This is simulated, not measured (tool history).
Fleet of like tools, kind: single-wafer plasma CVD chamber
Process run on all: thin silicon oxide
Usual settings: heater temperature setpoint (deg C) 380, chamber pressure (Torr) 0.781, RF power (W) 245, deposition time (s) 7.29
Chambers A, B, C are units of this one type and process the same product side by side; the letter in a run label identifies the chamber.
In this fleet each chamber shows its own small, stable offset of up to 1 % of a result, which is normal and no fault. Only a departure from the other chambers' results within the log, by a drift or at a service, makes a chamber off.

run	day	heater temperature setpoint (deg C)	chamber pressure (Torr)	RF power (W)	deposition time (s)	read-back reference wafer on the same gauge, thickness_nm	mean film thickness on the monitor wafer (Å)
1A	0.354	380	0.781	245	7.29	11.704	121.97
2B	0.733	380	0.781	245	7.29	11.704	121.24
3C	1.008	380	0.781	245	7.29	11.701	121.75
4C	1.308	380	0.781	245	7.29	11.695	121.18
5B	1.875	380	0.781	290	7.29	11.705	130.84
6A	2.267	380	0.781	290	7.29	11.692	131.10
7C	2.854	380	0.781	290	7.29	11.701	129.29
8A	3.229	380	0.781	245	7.29	11.694	121.97
9B	3.600	380	0.781	245	7.29	11.711	121.24
10B	4.004	392	0.781	245	7.29	11.707	120.80
11C	4.425	392	0.781	245	7.29	11.703	119.84
12A	4.917	392	0.781	245	7.29	11.695	120.71
13B	5.350	380	0.781	245	7.29	11.710	120.92
# day 5.733: chamber B: RF generator calibrated
14C	5.904	380	0.781	245	7.29	11.696	120.69
15A	6.408	380	0.781	205	6.78	11.705	104.25
16A	6.679	380	0.781	205	6.78	11.696	104.25
17B	6.996	380	0.781	205	6.78	11.702	102.90
18C	7.417	380	0.781	245	7.29	11.701	121.24
19C	7.708	380	0.781	245	7.29	11.704	121.70
20A	8.267	380	0.781	245	7.29	11.686	122.39
21B	8.642	380	0.781	245	7.29	11.696	121.08
22C	8.967	388	0.955	245	7.29	11.708	143.28
23B	9.429	388	0.955	245	7.29	11.712	144.86
24A	9.821	388	0.955	245	7.29	11.703	144.30
25B	10.329	380	0.781	245	7.29	11.704	121.42
# day 10.579: chamber A: capacitance manometer re-zeroed and calibrated
26C	10.888	380	0.781	245	7.29	11.706	120.80
27A	11.350	380	0.781	245	7.29	11.702	125.56
28C	11.733	380	0.781	245	7.29	11.681	120.95
29A	12.017	380	0.781	245	6.61	11.693	113.34
30B	12.592	380	0.781	245	6.61	11.700	110.21
31B	13.067	380	0.781	245	6.61	11.704	109.98
32C	13.471	380	0.781	245	7.29	11.700	120.85
33A	14.062	380	0.781	245	7.29	11.699	125.91
34B	14.358	380	0.781	245	7.29	11.703	121.10
35C	14.933	380	0.781	245	7.29	11.691	121.71
36A	15.475	380	0.781	245	7.29	11.708	126.14
37A	16.058	380	0.781	270	8.42	11.704	150.86
38B	16.579	380	0.781	270	8.42	11.700	147.09
39C	17.121	380	0.781	270	8.42	11.701	145.14
40A	17.712	380	0.781	245	7.29	11.708	125.53

For the next run the whole fleet of 3 chambers uses the same settings. Give each chamber's results:
41A	18.158	380	0.781	245	7.29		?
41B	18.158	380	0.781	245	7.29		?
41C	18.158	380	0.781	245	7.29		?

run	mean film thickness on the monitor wafer (Å)
41A	125.43
41B	122.16
41C	121.08
